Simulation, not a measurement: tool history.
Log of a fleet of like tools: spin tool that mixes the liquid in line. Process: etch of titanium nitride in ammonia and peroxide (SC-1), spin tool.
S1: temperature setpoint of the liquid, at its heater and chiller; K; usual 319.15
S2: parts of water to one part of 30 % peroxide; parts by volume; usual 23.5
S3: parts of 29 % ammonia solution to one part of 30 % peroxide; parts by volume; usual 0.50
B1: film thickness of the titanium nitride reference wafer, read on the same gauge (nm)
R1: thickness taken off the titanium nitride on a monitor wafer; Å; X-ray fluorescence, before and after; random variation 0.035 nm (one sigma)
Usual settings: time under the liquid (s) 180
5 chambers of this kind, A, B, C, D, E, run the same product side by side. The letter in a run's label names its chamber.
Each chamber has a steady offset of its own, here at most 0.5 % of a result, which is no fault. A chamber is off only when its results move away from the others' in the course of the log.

{"run": "1E", "hour": 13.1, "S1": 319.15, "S2": 23.5, "S3": 0.5, "time under the liquid (s)": 180, "B1": 140.01, "R1": 46.304}
{"run": "2C", "hour": 18.9, "S1": 319.15, "S2": 23.5, "S3": 0.5, "time under the liquid (s)": 180, "B1": 139.99, "R1": 46.598}
{"run": "3B", "hour": 27.6, "S1": 319.15, "S2": 23.5, "S3": 0.5, "time under the liquid (s)": 180, "B1": 139.97, "R1": 46.993}
{"run": "4A", "hour": 40.4, "S1": 319.15, "S2": 23.5, "S3": 0.5, "time under the liquid (s)": 180, "B1": 139.99, "R1": 46.366}
{"run": "5D", "hour": 48.2, "S1": 319.15, "S2": 23.5, "S3": 0.5, "time under the liquid (s)": 180, "B1": 139.99, "R1": 47.008}
{"run": "6C", "hour": 61.2, "S1": 319.15, "S2": 23.5, "S3": 0.5, "time under the liquid (s)": 180, "B1": 140.0, "R1": 46.083}
{"run": "7E", "hour": 70.1, "S1": 319.15, "S2": 23.5, "S3": 0.5, "time under the liquid (s)": 180, "B1": 140.01, "R1": 46.263}
{"run": "8D", "hour": 77.9, "S1": 319.15, "S2": 23.5, "S3": 0.5, "time under the liquid (s)": 180, "B1": 140.01, "R1": 46.468}
{"run": "9A", "hour": 86.9, "S1": 319.15, "S2": 23.5, "S3": 0.5, "time under the liquid (s)": 180, "B1": 139.98, "R1": 47.116}
{"hour": 87.3, "done": "chamber C: new drum of ammonia solution connected"}
{"hour": 90.9, "done": "chamber A: heated supply line repaired"}
{"run": "10B", "hour": 99.2, "S1": 319.15, "S2": 23.5, "S3": 0.5, "time under the liquid (s)": 180, "B1": 140.0, "R1": 46.624}
{"run": "11B", "hour": 110.1, "S1": 319.15, "S2": 23.5, "S3": 0.5, "time under the liquid (s)": 180, "B1": 140.0, "R1": 46.425}
{"run": "12C", "hour": 120.1, "S1": 319.15, "S2": 23.5, "S3": 0.5, "time under the liquid (s)": 180, "B1": 139.97, "R1": 46.18}
{"run": "13D", "hour": 128.8, "S1": 319.15, "S2": 23.5, "S3": 0.5, "time under the liquid (s)": 180, "B1": 139.99, "R1": 46.481}
{"run": "14E", "hour": 136.7, "S1": 319.15, "S2": 32.0, "S3": 0.35, "time under the liquid (s)": 180, "B1": 140.01, "R1": 35.304}
{"run": "15A", "hour": 146.0, "S1": 319.15, "S2": 32.0, "S3": 0.35, "time under the liquid (s)": 180, "B1": 139.99, "R1": 37.203}
{"run": "16E", "hour": 152.9, "S1": 319.15, "S2": 32.0, "S3": 0.35, "time under the liquid (s)": 180, "B1": 140.01, "R1": 35.378}
{"run": "17B", "hour": 160.4, "S1": 319.15, "S2": 32.0, "S3": 0.35, "time under the liquid (s)": 180, "B1": 140.0, "R1": 36.262}
{"run": "18D", "hour": 172.2, "S1": 319.15, "S2": 32.0, "S3": 0.35, "time under the liquid (s)": 180, "B1": 140.01, "R1": 36.445}
{"run": "19C", "hour": 181.1, "S1": 319.15, "S2": 23.5, "S3": 0.5, "time under the liquid (s)": 180, "B1": 139.98, "R1": 46.884}
{"run": "20A", "hour": 194.0, "S1": 319.15, "S2": 23.5, "S3": 0.5, "time under the liquid (s)": 180, "B1": 140.0, "R1": 47.129}
{"run": "21D", "hour": 204.4, "S1": 319.15, "S2": 23.5, "S3": 0.5, "time under the liquid (s)": 180, "B1": 140.0, "R1": 45.993}
{"run": "22B", "hour": 211.2, "S1": 319.15, "S2": 23.5, "S3": 0.5, "time under the liquid (s)": 180, "B1": 140.0, "R1": 46.606}
{"run": "23E", "hour": 219.2, "S1": 319.15, "S2": 23.5, "S3": 0.5, "time under the liquid (s)": 180, "B1": 139.99, "R1": 43.724}
{"run": "24A", "hour": 227.5, "S1": 324.65, "S2": 23.5, "S3": 0.5, "time under the liquid (s)": 180, "B1": 140.01, "R1": 69.493}
{"hour": 232.5, "done": "chamber E: ammonia flow meter replaced"}
{"run": "25C", "hour": 233.9, "S1": 324.65, "S2": 23.5, "S3": 0.5, "time under the liquid (s)": 180, "B1": 140.0, "R1": 68.027}
{"run": "26B", "hour": 240.9, "S1": 324.65, "S2": 23.5, "S3": 0.5, "time under the liquid (s)": 180, "B1": 140.01, "R1": 68.21}
{"run": "27A", "hour": 249.2, "S1": 324.65, "S2": 23.5, "S3": 0.5, "time under the liquid (s)": 180, "B1": 139.99, "R1": 69.441}
{"run": "28C", "hour": 257.1, "S1": 324.65, "S2": 23.5, "S3": 0.5, "time under the liquid (s)": 180, "B1": 140.0, "R1": 67.862}
{"run": "29D", "hour": 265.3, "S1": 319.15, "S2": 23.5, "S3": 0.5, "time under the liquid (s)": 180, "B1": 140.0, "R1": 46.535}
{"run": "30E", "hour": 271.9, "S1": 319.15, "S2": 23.5, "S3": 0.5, "time under the liquid (s)": 180, "B1": 139.98, "R1": 43.354}
{"run": "31B", "hour": 283.0, "S1": 319.15, "S2": 23.5, "S3": 0.5, "time under the liquid (s)": 180, "B1": 140.01, "R1": 46.694}
{"run": "32E", "hour": 295.4, "S1": 319.15, "S2": 23.5, "S3": 0.5, "time under the liquid (s)": 180, "B1": 139.99, "R1": 43.124}
{"run": "33A", "hour": 307.1, "S1": 319.15, "S2": 23.5, "S3": 0.5, "time under the liquid (s)": 180, "B1": 140.01, "R1": 47.553}
{"run": "34D", "hour": 317.1, "S1": 319.15, "S2": 23.5, "S3": 0.5, "time under the liquid (s)": 180, "B1": 140.0, "R1": 46.144}

What goes on in this fleet: one chamber off, a drifting gauge, or nothing beyond the chambers' own small offsets? Name the chamber and the cause, if any.

Chamber E drifts away from the others.
Cause: temperature lost on the way to the wafer (K) = 1.27.
The log may not tell that from: liquid colder than its thermometer reads (K).

Here are 4 candidates for chamber E's next run, each the usual settings with a change, their results left as question marks. Which one brings its results back in line with what the others give on the usual settings?
In line means no further than this from the other chambers' mean on the usual settings: R1 1.200 Å
{"run": "35E-1", "hour": 326.8, "S1": 319.15, "S2": 20.0, "S3": 0.5, "time under the liquid (s)": 180, "R1": "?"}
{"run": "35E-2", "hour": 326.8, "S1": 318.65, "S2": 24.0, "S3": 0.5, "time under the liquid (s)": 180, "R1": "?"}
{"run": "35E-3", "hour": 326.8, "S1": 319.15, "S2": 24.0, "S3": 0.5, "time under the liquid (s)": 165, "R1": "?"}
{"run": "35E-4", "hour": 326.8, "S1": 319.15, "S2": 23.0, "S3": 0.5, "time under the liquid (s)": 185, "R1": "?"}

The other chambers' mean on the usual settings: R1 46.626 Å
run=35E-1 R1=46.375
run=35E-2 R1=40.446
run=35E-3 R1=38.437
run=35E-4 R1=44.127
35E-1 brings the chamber back in line.
